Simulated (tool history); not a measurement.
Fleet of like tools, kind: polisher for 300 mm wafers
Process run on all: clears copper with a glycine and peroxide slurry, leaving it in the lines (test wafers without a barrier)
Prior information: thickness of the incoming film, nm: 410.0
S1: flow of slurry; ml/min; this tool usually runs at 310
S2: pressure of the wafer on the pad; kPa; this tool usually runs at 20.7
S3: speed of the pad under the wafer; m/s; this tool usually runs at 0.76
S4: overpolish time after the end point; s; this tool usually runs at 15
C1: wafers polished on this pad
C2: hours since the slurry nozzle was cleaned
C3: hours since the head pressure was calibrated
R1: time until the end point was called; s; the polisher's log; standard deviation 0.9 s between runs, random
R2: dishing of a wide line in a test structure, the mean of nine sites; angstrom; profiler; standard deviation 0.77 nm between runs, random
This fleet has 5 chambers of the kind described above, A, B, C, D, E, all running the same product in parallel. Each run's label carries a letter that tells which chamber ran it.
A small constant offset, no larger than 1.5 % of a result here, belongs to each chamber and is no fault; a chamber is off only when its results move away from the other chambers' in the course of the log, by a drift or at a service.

{"hour": 4.8, "done": "chamber E: worn pad replaced by a new one"}
{"run": "1D", "hour": 7.7, "S1": 310, "S2": 20.7, "S3": 0.76, "S4": 15, "C1": 930, "C2": 179, "C3": 102.4, "R1": 74.101, "R2": 519.98}
{"run": "2A", "hour": 15.9, "S1": 310, "S2": 20.7, "S3": 0.76, "S4": 15, "C1": 1404, "C2": 301.4, "C3": 207.5, "R1": 74.145, "R2": 509.68}
{"run": "3C", "hour": 19.9, "S1": 310, "S2": 20.7, "S3": 0.76, "S4": 15, "C1": 777, "C2": 245.1, "C3": 176.9, "R1": 75.398, "R2": 516.53}
{"hour": 21.2, "done": "chamber A: worn pad replaced by a new one"}
{"run": "4B", "hour": 24.5, "S1": 310, "S2": 20.7, "S3": 0.76, "S4": 15, "C1": 314, "C2": 321.8, "C3": 255.3, "R1": 75.812, "R2": 497.51}
{"run": "5E", "hour": 28.5, "S1": 310, "S2": 20.7, "S3": 0.76, "S4": 15, "C1": 141, "C2": 74.7, "C3": 266.6, "R1": 76.187, "R2": 521.18}
{"run": "6D", "hour": 36.7, "S1": 310, "S2": 20.7, "S3": 0.76, "S4": 15, "C1": 1102, "C2": 208, "C3": 131.4, "R1": 75.723, "R2": 515.48}
{"run": "7B", "hour": 44.5, "S1": 310, "S2": 20.7, "S3": 0.76, "S4": 15, "C1": 433, "C2": 341.8, "C3": 275.3, "R1": 74.93, "R2": 507.65}
{"run": "8C", "hour": 48.4, "S1": 310, "S2": 20.7, "S3": 0.76, "S4": 15, "C1": 946, "C2": 273.6, "C3": 205.4, "R1": 75.301, "R2": 515.87}
{"run": "9E", "hour": 54.1, "S1": 310, "S2": 20.7, "S3": 0.76, "S4": 15, "C1": 293, "C2": 100.3, "C3": 292.2, "R1": 77.641, "R2": 513.09}
{"run": "10A", "hour": 59.4, "S1": 310, "S2": 20.7, "S3": 0.76, "S4": 15, "C1": 227, "C2": 344.9, "C3": 251, "R1": 75.75, "R2": 525.63}
{"hour": 64.7, "done": "chamber B: worn pad replaced by a new one"}
{"run": "11A", "hour": 67.0, "S1": 265, "S2": 20.7, "S3": 0.76, "S4": 22, "C1": 272, "C2": 352.5, "C3": 258.6, "R1": 75.995, "R2": 669.52}
{"hour": 71.0, "done": "chamber D: worn pad replaced by a new one"}
{"run": "12D", "hour": 71.7, "S1": 265, "S2": 20.7, "S3": 0.76, "S4": 22, "C1": 4, "C2": 243, "C3": 166.4, "R1": 76.247, "R2": 670.17}
{"run": "13B", "hour": 75.6, "S1": 265, "S2": 20.7, "S3": 0.76, "S4": 22, "C1": 65, "C2": 372.9, "C3": 306.4, "R1": 75.903, "R2": 675.94}
{"run": "14C", "hour": 82.0, "S1": 265, "S2": 20.7, "S3": 0.76, "S4": 22, "C1": 1145, "C2": 307.2, "C3": 239, "R1": 78.795, "R2": 659.03}
{"run": "15E", "hour": 88.5, "S1": 265, "S2": 20.7, "S3": 0.76, "S4": 22, "C1": 497, "C2": 134.7, "C3": 326.6, "R1": 76.627, "R2": 662.16}
{"run": "16E", "hour": 95.8, "S1": 310, "S2": 20.7, "S3": 0.76, "S4": 15, "C1": 540, "C2": 142, "C3": 333.9, "R1": 75.153, "R2": 510.35}
{"hour": 98.6, "done": "chamber D: slurry nozzle cleaned"}
{"run": "17C", "hour": 104.9, "S1": 310, "S2": 24.8, "S3": 0.76, "S4": 15, "C1": 1281, "C2": 330.1, "C3": 261.9, "R1": 66.422, "R2": 566.39}
{"run": "18B", "hour": 112.4, "S1": 310, "S2": 24.8, "S3": 0.76, "S4": 15, "C1": 283, "C2": 409.7, "C3": 343.2, "R1": 65.485, "R2": 575.4}
{"run": "19A", "hour": 117.1, "S1": 310, "S2": 24.8, "S3": 0.76, "S4": 15, "C1": 569, "C2": 402.6, "C3": 308.7, "R1": 64.912, "R2": 579.65}
{"run": "20D", "hour": 122.6, "S1": 310, "S2": 24.8, "S3": 0.76, "S4": 15, "C1": 306, "C2": 24, "C3": 217.3, "R1": 65.984, "R2": 594.36}
{"run": "21E", "hour": 127.8, "S1": 310, "S2": 24.8, "S3": 0.76, "S4": 15, "C1": 730, "C2": 174, "C3": 365.9, "R1": 64.505, "R2": 574.21}
{"run": "22D", "hour": 132.2, "S1": 310, "S2": 20.7, "S3": 0.76, "S4": 15, "C1": 363, "C2": 33.6, "C3": 226.9, "R1": 75.352, "R2": 508.35}
{"run": "23B", "hour": 139.5, "S1": 310, "S2": 20.7, "S3": 0.76, "S4": 15, "C1": 444, "C2": 436.8, "C3": 370.3, "R1": 75.6, "R2": 508.36}
{"run": "24C", "hour": 147.7, "S1": 310, "S2": 20.7, "S3": 0.76, "S4": 15, "C1": 1535, "C2": 372.9, "C3": 304.7, "R1": 77.419, "R2": 486.58}
{"run": "25A", "hour": 152.1, "S1": 310, "S2": 20.7, "S3": 0.76, "S4": 15, "C1": 777, "C2": 437.6, "C3": 343.7, "R1": 75.478, "R2": 506.38}
{"run": "26D", "hour": 156.9, "S1": 310, "S2": 20.7, "S3": 0.76, "S4": 15, "C1": 510, "C2": 58.3, "C3": 251.6, "R1": 76.45, "R2": 526.15}
{"hour": 160.1, "done": "chamber B: head pressure recalibrated"}
{"run": "27A", "hour": 163.3, "S1": 405, "S2": 20.7, "S3": 0.76, "S4": 15, "C1": 844, "C2": 448.8, "C3": 354.9, "R1": 72.159, "R2": 527.73}
{"run": "28B", "hour": 171.2, "S1": 405, "S2": 20.7, "S3": 0.76, "S4": 15, "C1": 632, "C2": 468.5, "C3": 11.2, "R1": 75.75, "R2": 525.92}
{"hour": 172.8, "done": "chamber B: worn pad replaced by a new one"}
{"hour": 176.0, "done": "chamber C: slurry nozzle cleaned"}
{"run": "29E", "hour": 179.4, "S1": 405, "S2": 20.7, "S3": 0.76, "S4": 15, "C1": 1037, "C2": 225.6, "C3": 417.5, "R1": 73.877, "R2": 525.13}
{"run": "30C", "hour": 185.0, "S1": 405, "S2": 20.7, "S3": 0.76, "S4": 15, "C1": 1757, "C2": 9, "C3": 342, "R1": 80.245, "R2": 482.63}
{"run": "31A", "hour": 190.6, "S1": 405, "S2": 20.7, "S3": 0.76, "S4": 15, "C1": 1006, "C2": 476.1, "C3": 382.2, "R1": 75.043, "R2": 514.15}
{"run": "32E", "hour": 194.9, "S1": 310, "S2": 20.7, "S3": 0.76, "S4": 15, "C1": 1129, "C2": 241.1, "C3": 433, "R1": 77.099, "R2": 514.75}
{"hour": 201.8, "done": "chamber B: slurry nozzle cleaned"}
{"run": "33C", "hour": 202.9, "S1": 310, "S2": 20.7, "S3": 0.76, "S4": 15, "C1": 1863, "C2": 26.9, "C3": 359.9, "R1": 84.724, "R2": 482.77}
{"run": "34D", "hour": 211.3, "S1": 310, "S2": 20.7, "S3": 0.76, "S4": 15, "C1": 833, "C2": 112.7, "C3": 306, "R1": 74.893, "R2": 504.62}
{"run": "35B", "hour": 218.5, "S1": 310, "S2": 20.7, "S3": 0.76, "S4": 15, "C1": 271, "C2": 16.8, "C3": 58.5, "R1": 75.361, "R2": 507.66}

What goes on in this fleet: one chamber off, a drifting gauge, or nothing beyond the chambers' own small offsets? Name the chamber and the cause, if any.

One chamber, C, drifts off from the rest bit by bit.
What lies behind it: removal rate lost through wear of the pad, % = 11.1.
The log might look much the same if the cause were instead: head's pressure below its setpoint, %.

Below are 4 candidate recipes for chamber C's next run, each the usual settings with a change, their results shown as question marks. Which of them brings C's results back in line with what the other chambers give on the usual settings?
Maximum distance from the other chambers' mean on the usual settings for a result to count as in line: R1 3.2 s; R2 27 angstrom
{"run": "36C-1", "hour": 225.1, "S1": 305, "S2": 19.3, "S3": 0.7, "S4": 15, "R1": "?", "R2": "?"}
{"run": "36C-2", "hour": 225.1, "S1": 310, "S2": 21.4, "S3": 0.78, "S4": 15, "R1": "?", "R2": "?"}
{"run": "36C-3", "hour": 225.1, "S1": 315, "S2": 22.1, "S3": 0.82, "S4": 15, "R1": "?", "R2": "?"}
{"run": "36C-4", "hour": 225.1, "S1": 310, "S2": 20, "S3": 0.74, "S4": 15, "R1": "?", "R2": "?"}

What the other chambers average on the usual settings: R1 75.75 s; R2 512.89 angstrom
run=36C-1 R1=95.462 R2=421.14
run=36C-2 R1=80.726 R2=481.34
run=36C-3 R1=75.417 R2=507.18
run=36C-4 R1=88.805 R2=446.1
The answer is 36C-3, which returns the chamber to within the allowed miss of the others.
